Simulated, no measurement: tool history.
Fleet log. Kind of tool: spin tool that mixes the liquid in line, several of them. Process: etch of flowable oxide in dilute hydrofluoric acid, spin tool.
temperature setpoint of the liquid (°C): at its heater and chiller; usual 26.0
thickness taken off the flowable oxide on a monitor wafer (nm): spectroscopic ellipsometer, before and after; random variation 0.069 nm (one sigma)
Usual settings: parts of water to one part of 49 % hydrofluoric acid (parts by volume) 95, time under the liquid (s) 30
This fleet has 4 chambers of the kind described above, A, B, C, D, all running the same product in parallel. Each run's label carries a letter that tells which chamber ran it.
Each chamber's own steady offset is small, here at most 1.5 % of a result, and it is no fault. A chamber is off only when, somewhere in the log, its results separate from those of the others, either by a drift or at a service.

run     day  temperature setpoint of the liquid (°C)  parts of water to one part of 49 % hydrofluoric acid (parts by volume)  time under the liquid (s)  read-back film thickness of the flowable oxide reference wafer, read on the same gauge (nm)  thickness taken off the flowable oxide on a monitor wafer (nm)
 1D   0.221                                     26.0                                                                      95                         30                                                                                       119.93                                                         17.6660
 2B   0.488                                     26.0                                                                      95                         30                                                                                       120.02                                                         17.8800
 3A   0.804                                     26.0                                                                      95                         30                                                                                       119.98                                                         17.6490
 4C   1.208                                     26.0                                                                      95                         30                                                                                       119.98                                                         18.0270
 5C   1.421                                     26.0                                                                      95                         30                                                                                       120.01                                                         17.9140
 6D   1.646                                     26.0                                                                      95                         30                                                                                       120.02                                                         17.7960
 7A   1.829                                     26.0                                                                      95                         30                                                                                       120.00                                                         17.6770
 8B   2.067                                     26.0                                                                      95                         15                                                                                       119.97                                                          8.9187
 9D   2.375                                     26.0                                                                      95                         15                                                                                       119.96                                                          8.8599
10C   2.596                                     26.0                                                                      95                         15                                                                                       119.97                                                          8.9923
11B   2.896                                     26.0                                                                      95                         15                                                                                       120.06                                                          8.8966
12A   3.208                                     26.0                                                                      95                         30                                                                                       120.01                                                         17.6910
13D   3.521                                     26.0                                                                      95                         30                                                                                       119.98                                                         17.6110
14C   3.717                                     26.0                                                                      95                         30                                                                                       119.99                                                         17.8700
15A   4.050                                     26.0                                                                      95                         30                                                                                       120.00                                                         17.6720
16B   4.321                                     26.0                                                                      95                         30                                                                                       119.95                                                         17.8410
17B   4.521                                     29.5                                                                      95                         15                                                                                       119.98                                                         10.2430
18D   4.892                                     29.5                                                                      95                         15                                                                                       120.00                                                         10.1300
19C   5.254                                     29.5                                                                      95                         15                                                                                       120.01                                                         10.3820
20A   5.588                                     29.5                                                                      95                         15                                                                                       120.02                                                         10.0330
21A   6.008                                     26.0                                                                      95                         30                                                                                       119.98                                                         17.5880
22C   6.254                                     26.0                                                                      95                         30                                                                                       120.03                                                         18.0300
23D   6.612                                     26.0                                                                      95                         30                                                                                       120.00                                                         17.6140
24B   6.979                                     26.0                                                                      95                         30                                                                                       120.02                                                         17.7920
25D   7.396                                     26.0                                                                      95                         30                                                                                       120.01                                                         17.7050
26B   7.596                                     26.0                                                                      95                         30                                                                                       120.00                                                         17.7580
27A   7.800                                     26.0                                                                      95                         30                                                                                       119.96                                                         17.6260
28C   8.067                                     26.0                                                                      95                         30                                                                                       119.98                                                         18.0310
29A   8.388                                     26.0                                                                      95                         30                                                                                       119.97                                                         17.5570
30D   8.675                                     23.0                                                                      50                         30                                                                                       120.02                                                         31.3360
31B   8.925                                     23.0                                                                      50                         30                                                                                       120.00                                                         31.3970
      9.133  -- chamber B: hydrofluoric acid flow meter replaced
32C   9.246                                     23.0                                                                      50                         30                                                                                       119.94                                                         31.6220
      9.258  -- chamber A: hydrofluoric acid flow meter replaced
33A   9.546                                     23.0                                                                      50                         30                                                                                       120.01                                                         31.7600
34C   9.871                                     26.0                                                                      95                         30                                                                                       120.04                                                         17.9400
35B  10.225                                     26.0                                                                      95                         30                                                                                       119.98                                                         17.8730
36D  10.421                                     26.0                                                                      95                         30                                                                                       120.03                                                         17.6650

All chambers now run identical settings, listed one chamber a line with results as question marks. What results will each chamber show?
37A  10.725                                     26.0                                                                      95                         30                                                                                                                                                            ?
37B  10.725                                     26.0                                                                      95                         30                                                                                                                                                            ?
37C  10.725                                     26.0                                                                      95                         30                                                                                                                                                            ?
37D  10.725                                     26.0                                                                      95                         30                                                                                                                                                            ?

run  thickness taken off the flowable oxide on a monitor wafer (nm)
37A                                                         17.4810
37B                                                         17.8930
37C                                                         18.0110
37D                                                         17.6120
